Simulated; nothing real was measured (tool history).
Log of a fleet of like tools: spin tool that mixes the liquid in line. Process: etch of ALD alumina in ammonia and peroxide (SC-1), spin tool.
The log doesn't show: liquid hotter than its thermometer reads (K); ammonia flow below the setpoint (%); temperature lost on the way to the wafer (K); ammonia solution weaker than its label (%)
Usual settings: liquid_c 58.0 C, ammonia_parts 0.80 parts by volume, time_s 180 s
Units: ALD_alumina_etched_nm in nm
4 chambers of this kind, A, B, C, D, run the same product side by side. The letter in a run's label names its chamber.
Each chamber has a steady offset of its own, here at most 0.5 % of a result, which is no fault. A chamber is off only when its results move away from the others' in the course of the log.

run,hour,liquid_c,ammonia_parts,time_s,hours since the thermometer was replaced,hours since the ammonia flow meter was replaced,hours since the heated supply line was repaired,hours since the drum of ammonia solution was connected,"read-back film thickness of the ALD alumina reference wafer, read on the same gauge (nm)",ALD_alumina_etched_nm
1A,8.4,58.0,0.80,180,1411.7,966.2,1406.8,853.5,80.008,18.626
2C,17.0,58.0,0.80,180,1737.8,910.9,2755.0,252.9,80.000,18.740
3D,26.0,58.0,0.80,180,790.1,1156.4,1574.4,838.3,80.021,18.710
4B,34.0,58.0,0.80,180,553.6,932.8,1692.1,561.6,79.988,18.570
5C,43.6,58.0,0.80,180,1764.4,937.5,2781.6,279.5,80.013,18.783
6D,50.2,58.0,0.55,180,814.3,1180.6,1598.6,862.5,80.011,18.172
7A,55.9,58.0,0.55,180,1459.2,1013.7,1454.3,901.0,80.009,18.007
8B,61.2,58.0,0.55,180,580.8,960.0,1719.3,588.8,80.010,17.860
9D,70.6,58.0,0.55,180,834.7,1201.0,1619.0,882.9,79.985,17.750
# hour 75.1: chamber A: new drum of ammonia solution connected
# hour 75.3: chamber A: thermometer replaced
10B,76.5,58.0,0.80,180,596.1,975.3,1734.6,604.1,80.004,18.468
11C,84.2,58.0,0.80,180,1805.0,978.1,2822.2,320.1,79.997,18.984
12A,93.3,58.0,0.80,180,18.1,1051.1,1491.7,18.3,80.020,18.538
13B,100.2,58.0,0.80,180,619.8,999.0,1758.3,627.8,80.018,18.313
14D,105.1,58.0,0.80,180,869.2,1235.5,1653.5,917.4,80.015,18.586
# hour 105.5: chamber D: new drum of ammonia solution connected
15A,110.1,58.0,0.80,180,34.9,1067.9,1508.5,35.1,80.011,18.653
16C,114.7,58.0,0.80,180,1835.5,1008.6,2852.7,350.6,80.007,19.257
17C,120.2,58.0,0.80,180,1841.0,1014.1,2858.2,356.1,79.996,18.485
18D,125.2,58.0,0.80,180,889.3,1255.6,1673.6,19.8,80.002,18.490
19A,134.2,55.0,0.80,180,59.0,1092.0,1532.6,59.2,80.001,16.020
20B,143.8,55.0,0.80,180,663.4,1042.6,1801.9,671.4,79.977,15.004
21C,148.4,55.0,0.80,180,1869.2,1042.3,2886.4,384.3,80.003,16.071
22A,154.6,55.0,0.80,180,79.4,1112.4,1553.0,79.6,80.025,15.729
# hour 155.5: chamber A: ammonia flow meter replaced
23B,164.5,58.0,1.00,260,684.1,1063.3,1822.6,692.1,79.988,26.016
24D,171.8,58.0,1.00,260,935.9,1302.2,1720.2,66.4,80.038,27.244
25A,178.1,58.0,1.00,260,102.9,22.6,1576.5,103.1,79.977,27.265
26C,187.7,58.0,1.00,260,1908.5,1081.6,2925.7,423.6,80.012,27.595
27B,196.9,58.0,0.80,180,716.5,1095.7,1855.0,724.5,80.046,17.158
28D,203.0,58.0,0.80,180,967.1,1333.4,1751.4,97.6,79.981,18.533
29B,208.7,50.5,1.15,180,728.3,1107.5,1866.8,736.3,79.999,11.838
30A,216.1,50.5,1.15,180,140.9,60.6,1614.5,141.1,79.983,12.847
31D,225.1,50.5,1.15,180,989.2,1355.5,1773.5,119.7,79.956,13.037
32C,229.7,50.5,1.15,180,1950.5,1123.6,2967.7,465.6,79.996,13.273
33C,236.5,58.0,0.80,180,1957.3,1130.4,2974.5,472.4,80.006,18.903
34A,243.9,58.0,0.80,180,168.7,88.4,1642.3,168.9,80.028,18.544
35B,252.8,58.0,0.80,180,772.4,1151.6,1910.9,780.4,80.015,17.038

All 4 chambers run these settings next. Forecast each chamber's results:
36A,260.3,58.0,0.80,120,,,,,,?
36B,260.3,58.0,0.80,120,,,,,,?
36C,260.3,58.0,0.80,120,,,,,,?
36D,260.3,58.0,0.80,120,,,,,,?

run,ALD_alumina_etched_nm
36A,12.620
36B,11.326
36C,12.696
36D,12.248

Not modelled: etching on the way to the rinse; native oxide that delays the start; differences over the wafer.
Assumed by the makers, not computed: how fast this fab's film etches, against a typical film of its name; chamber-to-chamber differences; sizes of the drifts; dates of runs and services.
